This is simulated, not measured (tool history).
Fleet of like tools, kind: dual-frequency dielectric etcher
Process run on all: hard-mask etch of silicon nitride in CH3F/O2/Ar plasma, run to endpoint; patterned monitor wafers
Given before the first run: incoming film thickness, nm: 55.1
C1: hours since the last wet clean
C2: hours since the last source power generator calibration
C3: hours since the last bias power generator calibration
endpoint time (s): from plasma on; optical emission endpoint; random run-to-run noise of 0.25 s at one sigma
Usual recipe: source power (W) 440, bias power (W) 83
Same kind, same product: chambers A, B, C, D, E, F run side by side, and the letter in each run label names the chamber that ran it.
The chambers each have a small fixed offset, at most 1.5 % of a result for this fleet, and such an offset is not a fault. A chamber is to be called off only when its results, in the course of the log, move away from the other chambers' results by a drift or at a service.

run 1E hour=10.2 | source_power_(W)=440 bias_power_(W)=83 | C1=128.6 C2=579.8 C3=95.2 | endpoint_time_(s)=72.946
run 2F hour=18.3 | source_power_(W)=440 bias_power_(W)=83 | C1=61.5 C2=1783.4 C3=1604.0 | endpoint_time_(s)=72.393
run 3C hour=30.3 | source_power_(W)=440 bias_power_(W)=83 | C1=111.7 C2=2706.4 C3=2539.2 | endpoint_time_(s)=73.531
run 4D hour=39.2 | source_power_(W)=440 bias_power_(W)=83 | C1=583.3 C2=2660.4 C3=1429.2 | endpoint_time_(s)=73.386
-- hour=46.0 chamber D: wet clean of the chamber
run 5A hour=48.7 | source_power_(W)=440 bias_power_(W)=83 | C1=300.0 C2=2797.8 C3=2487.1 | endpoint_time_(s)=72.910
run 6B hour=59.8 | source_power_(W)=440 bias_power_(W)=83 | C1=183.8 C2=3816.2 C3=3463.4 | endpoint_time_(s)=72.327
run 7C hour=68.5 | source_power_(W)=440 bias_power_(W)=83 | C1=149.9 C2=2744.6 C3=2577.4 | endpoint_time_(s)=73.575
run 8B hour=81.8 | source_power_(W)=440 bias_power_(W)=83 | C1=205.8 C2=3838.2 C3=3485.4 | endpoint_time_(s)=72.410
run 9D hour=95.1 | source_power_(W)=510 bias_power_(W)=102 | C1=49.1 C2=2716.3 C3=1485.1 | endpoint_time_(s)=64.134
-- hour=105.2 chamber A: wet clean of the chamber
run 10A hour=106.2 | source_power_(W)=510 bias_power_(W)=102 | C1=1.0 C2=2855.3 C3=2544.6 | endpoint_time_(s)=64.152
run 11F hour=114.4 | source_power_(W)=510 bias_power_(W)=102 | C1=157.6 C2=1879.5 C3=1700.1 | endpoint_time_(s)=63.613
run 12E hour=123.4 | source_power_(W)=510 bias_power_(W)=102 | C1=241.8 C2=693.0 C3=208.4 | endpoint_time_(s)=63.932
run 13E hour=134.2 | source_power_(W)=510 bias_power_(W)=102 | C1=252.6 C2=703.8 C3=219.2 | endpoint_time_(s)=64.314
run 14A hour=141.1 | source_power_(W)=510 bias_power_(W)=102 | C1=35.9 C2=2890.2 C3=2579.5 | endpoint_time_(s)=63.986
run 15D hour=149.6 | source_power_(W)=490 bias_power_(W)=102 | C1=103.6 C2=2770.8 C3=1539.6 | endpoint_time_(s)=65.207
run 16B hour=159.6 | source_power_(W)=490 bias_power_(W)=102 | C1=283.6 C2=3916.0 C3=3563.2 | endpoint_time_(s)=64.339
run 17F hour=173.2 | source_power_(W)=490 bias_power_(W)=102 | C1=216.4 C2=1938.3 C3=1758.9 | endpoint_time_(s)=64.886
-- hour=175.8 chamber A: bias power generator calibrated
run 18C hour=184.8 | source_power_(W)=490 bias_power_(W)=102 | C1=266.2 C2=2860.9 C3=2693.7 | endpoint_time_(s)=66.035
run 19D hour=198.7 | source_power_(W)=490 bias_power_(W)=102 | C1=152.7 C2=2819.9 C3=1588.7 | endpoint_time_(s)=65.207
run 20B hour=208.8 | source_power_(W)=490 bias_power_(W)=102 | C1=332.8 C2=3965.2 C3=3612.4 | endpoint_time_(s)=64.481
run 21E hour=220.7 | source_power_(W)=440 bias_power_(W)=83 | C1=339.1 C2=790.3 C3=305.7 | endpoint_time_(s)=73.190
run 22C hour=234.0 | source_power_(W)=540 bias_power_(W)=102 | C1=315.4 C2=2910.1 C3=2742.9 | endpoint_time_(s)=63.438
run 23F hour=249.8 | source_power_(W)=540 bias_power_(W)=102 | C1=293.0 C2=2014.9 C3=1835.5 | endpoint_time_(s)=62.264
run 24A hour=257.4 | source_power_(W)=540 bias_power_(W)=102 | C1=152.2 C2=3006.5 C3=81.6 | endpoint_time_(s)=61.969
run 25F hour=265.8 | source_power_(W)=540 bias_power_(W)=102 | C1=309.0 C2=2030.9 C3=1851.5 | endpoint_time_(s)=62.208
run 26A hour=277.9 | source_power_(W)=540 bias_power_(W)=102 | C1=172.7 C2=3027.0 C3=102.1 | endpoint_time_(s)=62.150
-- hour=293.0 chamber B: wet clean of the chamber
run 27D hour=293.1 | source_power_(W)=540 bias_power_(W)=102 | C1=247.1 C2=2914.3 C3=1683.1 | endpoint_time_(s)=62.785
run 28E hour=301.0 | source_power_(W)=440 bias_power_(W)=83 | C1=419.4 C2=870.6 C3=386.0 | endpoint_time_(s)=72.497
run 29B hour=315.9 | source_power_(W)=440 bias_power_(W)=83 | C1=23.0 C2=4072.3 C3=3719.5 | endpoint_time_(s)=72.270
run 30C hour=328.0 | source_power_(W)=440 bias_power_(W)=83 | C1=409.4 C2=3004.1 C3=2836.9 | endpoint_time_(s)=73.294
run 31F hour=335.3 | source_power_(W)=520 bias_power_(W)=99 | C1=378.5 C2=2100.4 C3=1921.0 | endpoint_time_(s)=63.969
run 32E hour=343.8 | source_power_(W)=520 bias_power_(W)=99 | C1=462.2 C2=913.4 C3=428.8 | endpoint_time_(s)=63.004
run 33D hour=353.0 | source_power_(W)=520 bias_power_(W)=99 | C1=307.0 C2=2974.2 C3=1743.0 | endpoint_time_(s)=64.804
run 34C hour=363.9 | source_power_(W)=520 bias_power_(W)=99 | C1=445.3 C2=3040.0 C3=2872.8 | endpoint_time_(s)=64.988
run 35A hour=375.1 | source_power_(W)=520 bias_power_(W)=99 | C1=269.9 C2=3124.2 C3=199.3 | endpoint_time_(s)=63.818
run 36B hour=387.4 | source_power_(W)=520 bias_power_(W)=99 | C1=94.5 C2=4143.8 C3=3791.0 | endpoint_time_(s)=64.078
run 37B hour=396.5 | source_power_(W)=440 bias_power_(W)=83 | C1=103.6 C2=4152.9 C3=3800.1 | endpoint_time_(s)=72.303
run 38F hour=406.9 | source_power_(W)=440 bias_power_(W)=83 | C1=450.1 C2=2172.0 C3=1992.6 | endpoint_time_(s)=72.422
run 39C hour=422.3 | source_power_(W)=440 bias_power_(W)=83 | C1=503.7 C2=3098.4 C3=2931.2 | endpoint_time_(s)=73.834
run 40E hour=434.7 | source_power_(W)=440 bias_power_(W)=83 | C1=553.1 C2=1004.3 C3=519.7 | endpoint_time_(s)=72.074
run 41D hour=442.8 | source_power_(W)=440 bias_power_(W)=83 | C1=396.8 C2=3064.0 C3=1832.8 | endpoint_time_(s)=73.533
run 42A hour=451.3 | source_power_(W)=440 bias_power_(W)=83 | C1=346.1 C2=3200.4 C3=275.5 | endpoint_time_(s)=72.552

All chambers now run identical settings, listed one chamber a line with results as question marks. What results will each chamber show?
run 43A hour=462.7 | source_power_(W)=480 bias_power_(W)=83 | endpoint_time_(s)=?
run 43B hour=462.7 | source_power_(W)=480 bias_power_(W)=83 | endpoint_time_(s)=?
run 43C hour=462.7 | source_power_(W)=480 bias_power_(W)=83 | endpoint_time_(s)=?
run 43D hour=462.7 | source_power_(W)=480 bias_power_(W)=83 | endpoint_time_(s)=?
run 43E hour=462.7 | source_power_(W)=480 bias_power_(W)=83 | endpoint_time_(s)=?
run 43F hour=462.7 | source_power_(W)=480 bias_power_(W)=83 | endpoint_time_(s)=?

run=43A endpoint_time_(s)=70.352
run=43B endpoint_time_(s)=69.914
run=43C endpoint_time_(s)=71.576
run=43D endpoint_time_(s)=71.248
run=43E endpoint_time_(s)=68.687
run=43F endpoint_time_(s)=70.164
